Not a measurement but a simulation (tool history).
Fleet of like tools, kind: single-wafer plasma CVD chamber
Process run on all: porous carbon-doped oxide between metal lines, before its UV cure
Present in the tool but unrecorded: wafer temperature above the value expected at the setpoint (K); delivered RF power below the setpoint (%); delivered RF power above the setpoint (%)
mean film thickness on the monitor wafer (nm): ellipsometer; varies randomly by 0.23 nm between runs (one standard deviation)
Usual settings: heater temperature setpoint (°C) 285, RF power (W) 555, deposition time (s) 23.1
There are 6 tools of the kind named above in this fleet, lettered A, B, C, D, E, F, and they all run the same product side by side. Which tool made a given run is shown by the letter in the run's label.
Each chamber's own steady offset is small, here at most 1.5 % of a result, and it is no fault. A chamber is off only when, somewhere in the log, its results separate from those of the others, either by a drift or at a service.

run,hour,heater temperature setpoint (°C),RF power (W),deposition time (s),hours since the last thermocouple change,hours since the last RF generator calibration,"read-back reference wafer on the same gauge, thickness_nm",mean film thickness on the monitor wafer (nm)
1A,7.1,285,555,23.1,553.7,562.2,154.04,149.43
2F,16.9,285,555,23.1,110.3,72.8,154.04,147.46
3C,25.5,285,555,23.1,359.9,1912.5,154.08,146.92
4D,38.4,285,555,23.1,543.2,1245.8,154.14,149.27
5E,49.6,285,555,23.1,1267.1,148.6,154.22,148.66
6B,60.5,285,555,23.1,930.2,60.7,154.15,147.31
7B,70.6,285,450,23.1,940.3,70.8,154.19,128.33
8C,80.5,285,450,23.1,414.9,1967.5,154.23,127.52
9E,86.8,285,450,23.1,1304.3,185.8,154.29,129.49
10D,96.9,285,450,23.1,601.7,1304.3,154.36,129.86
11A,103.4,285,450,23.1,650.0,658.5,154.32,129.44
12F,116.4,285,450,23.1,209.8,172.3,154.34,128.88
13F,129.0,285,555,23.1,222.4,184.9,154.37,147.84
14A,139.2,285,555,23.1,685.8,694.3,154.43,149.77
15C,145.0,285,555,23.1,479.4,2032.0,154.46,147.69
16B,154.6,285,555,23.1,1024.3,154.8,154.44,147.80
17D,163.9,285,555,23.1,668.7,1371.3,154.49,149.48
# hour 172.6: chamber B: thermocouple changed; heater temperature recalibrated
18E,173.1,285,555,23.1,1390.6,272.1,154.54,148.95
19C,184.6,285,555,23.1,519.0,2071.6,154.53,147.83
20B,190.9,285,450,23.1,18.4,191.1,154.58,129.00
21A,198.7,285,450,23.1,745.3,753.8,154.54,129.74
22E,208.6,285,450,23.1,1426.1,307.6,154.59,129.99
23F,215.6,285,450,23.1,309.0,271.5,154.60,129.86
24D,228.3,285,450,23.1,733.1,1435.7,154.67,130.16
25C,234.2,285,450,23.1,568.6,2121.2,154.68,127.94
26E,246.8,285,555,25.9,1464.3,345.8,154.74,166.59
27B,254.8,285,555,25.9,82.3,255.0,154.69,165.43
28A,264.3,285,555,25.9,810.9,819.4,154.79,167.50
29F,272.2,285,555,25.9,365.6,328.1,154.77,165.35
30D,280.9,285,555,25.9,785.7,1488.3,154.84,167.38
31F,287.2,285,555,25.9,380.6,343.1,154.87,166.03
32A,293.3,285,555,23.1,839.9,848.4,154.85,149.95
33E,301.9,285,555,23.1,1519.4,400.9,154.96,149.40
34C,307.7,285,555,23.1,642.1,2194.7,154.92,147.68
35B,318.1,299,600,23.1,145.6,318.3,154.96,143.40
36D,323.8,299,600,23.1,828.6,1531.2,154.95,145.21

One chamber off, gauge drift, or nothing amiss beyond the chambers' own small offsets? If it is a chamber, which one, and what is the likeliest cause?

The shared gauge is drifting. All chambers look as if they move in step, but none is off.
Likeliest cause: gauge reads high (%) = 0.648.
